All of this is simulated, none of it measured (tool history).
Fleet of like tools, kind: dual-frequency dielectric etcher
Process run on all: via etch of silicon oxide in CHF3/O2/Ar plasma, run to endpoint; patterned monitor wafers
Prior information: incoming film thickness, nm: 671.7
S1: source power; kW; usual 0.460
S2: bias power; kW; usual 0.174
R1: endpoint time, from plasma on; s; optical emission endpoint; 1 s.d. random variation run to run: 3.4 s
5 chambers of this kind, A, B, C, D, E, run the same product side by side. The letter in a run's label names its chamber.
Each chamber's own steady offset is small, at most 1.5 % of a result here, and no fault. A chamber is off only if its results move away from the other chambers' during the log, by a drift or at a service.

{"run": "1D", "day": 0.175, "S1": 0.46, "S2": 0.174, "R1": 377.71}
{"run": "2C", "day": 0.346, "S1": 0.46, "S2": 0.174, "R1": 375.55}
{"run": "3E", "day": 0.65, "S1": 0.46, "S2": 0.174, "R1": 379.82}
{"run": "4B", "day": 0.954, "S1": 0.46, "S2": 0.174, "R1": 380.98}
{"run": "5A", "day": 1.271, "S1": 0.46, "S2": 0.174, "R1": 377.67}
{"day": 1.296, "done": "chamber C: bias power generator calibrated"}
{"run": "6D", "day": 1.579, "S1": 0.38, "S2": 0.19, "R1": 396.69}
{"run": "7B", "day": 1.929, "S1": 0.38, "S2": 0.19, "R1": 397.3}
{"run": "8A", "day": 2.133, "S1": 0.38, "S2": 0.19, "R1": 405.53}
{"run": "9E", "day": 2.317, "S1": 0.38, "S2": 0.19, "R1": 398.18}
{"run": "10C", "day": 2.542, "S1": 0.38, "S2": 0.19, "R1": 395.73}
{"day": 2.796, "done": "chamber E: bias power generator calibrated"}
{"run": "11E", "day": 2.888, "S1": 0.46, "S2": 0.174, "R1": 383.52}
{"run": "12D", "day": 3.142, "S1": 0.46, "S2": 0.174, "R1": 377.88}
{"run": "13B", "day": 3.312, "S1": 0.46, "S2": 0.174, "R1": 378.86}
{"run": "14C", "day": 3.583, "S1": 0.46, "S2": 0.174, "R1": 376.12}
{"run": "15A", "day": 3.867, "S1": 0.46, "S2": 0.174, "R1": 383.64}
{"run": "16D", "day": 4.196, "S1": 0.46, "S2": 0.174, "R1": 386.27}
{"run": "17E", "day": 4.442, "S1": 0.46, "S2": 0.174, "R1": 378.03}
{"run": "18C", "day": 4.771, "S1": 0.46, "S2": 0.174, "R1": 376.2}
{"run": "19B", "day": 4.979, "S1": 0.46, "S2": 0.174, "R1": 379.0}
{"run": "20A", "day": 5.142, "S1": 0.46, "S2": 0.174, "R1": 388.7}
{"run": "21E", "day": 5.471, "S1": 0.46, "S2": 0.174, "R1": 384.7}
{"run": "22C", "day": 5.754, "S1": 0.46, "S2": 0.174, "R1": 379.82}
{"run": "23D", "day": 5.992, "S1": 0.46, "S2": 0.174, "R1": 383.39}
{"run": "24B", "day": 6.171, "S1": 0.46, "S2": 0.174, "R1": 374.65}
{"run": "25A", "day": 6.35, "S1": 0.46, "S2": 0.174, "R1": 375.89}
{"day": 6.421, "done": "chamber C: wet clean of the chamber"}
{"run": "26A", "day": 6.671, "S1": 0.46, "S2": 0.174, "R1": 385.09}
{"run": "27C", "day": 7.021, "S1": 0.46, "S2": 0.174, "R1": 381.09}
{"run": "28D", "day": 7.233, "S1": 0.46, "S2": 0.174, "R1": 376.55}
{"run": "29E", "day": 7.583, "S1": 0.46, "S2": 0.174, "R1": 378.12}
{"run": "30B", "day": 7.858, "S1": 0.46, "S2": 0.174, "R1": 383.86}
{"run": "31B", "day": 8.15, "S1": 0.46, "S2": 0.174, "R1": 379.24}
{"run": "32A", "day": 8.488, "S1": 0.46, "S2": 0.174, "R1": 378.27}
{"run": "33E", "day": 8.808, "S1": 0.34, "S2": 0.199, "R1": 408.6}

Next, every chamber runs the same settings. What will each give?
{"run": "34A", "day": 9.058, "S1": 0.46, "S2": 0.174, "R1": "?"}
{"run": "34B", "day": 9.058, "S1": 0.46, "S2": 0.174, "R1": "?"}
{"run": "34C", "day": 9.058, "S1": 0.46, "S2": 0.174, "R1": "?"}
{"run": "34D", "day": 9.058, "S1": 0.46, "S2": 0.174, "R1": "?"}
{"run": "34E", "day": 9.058, "S1": 0.46, "S2": 0.174, "R1": "?"}

run=34A R1=383.41
run=34B R1=382.15
run=34C R1=379.13
run=34D R1=379.59
run=34E R1=376.83
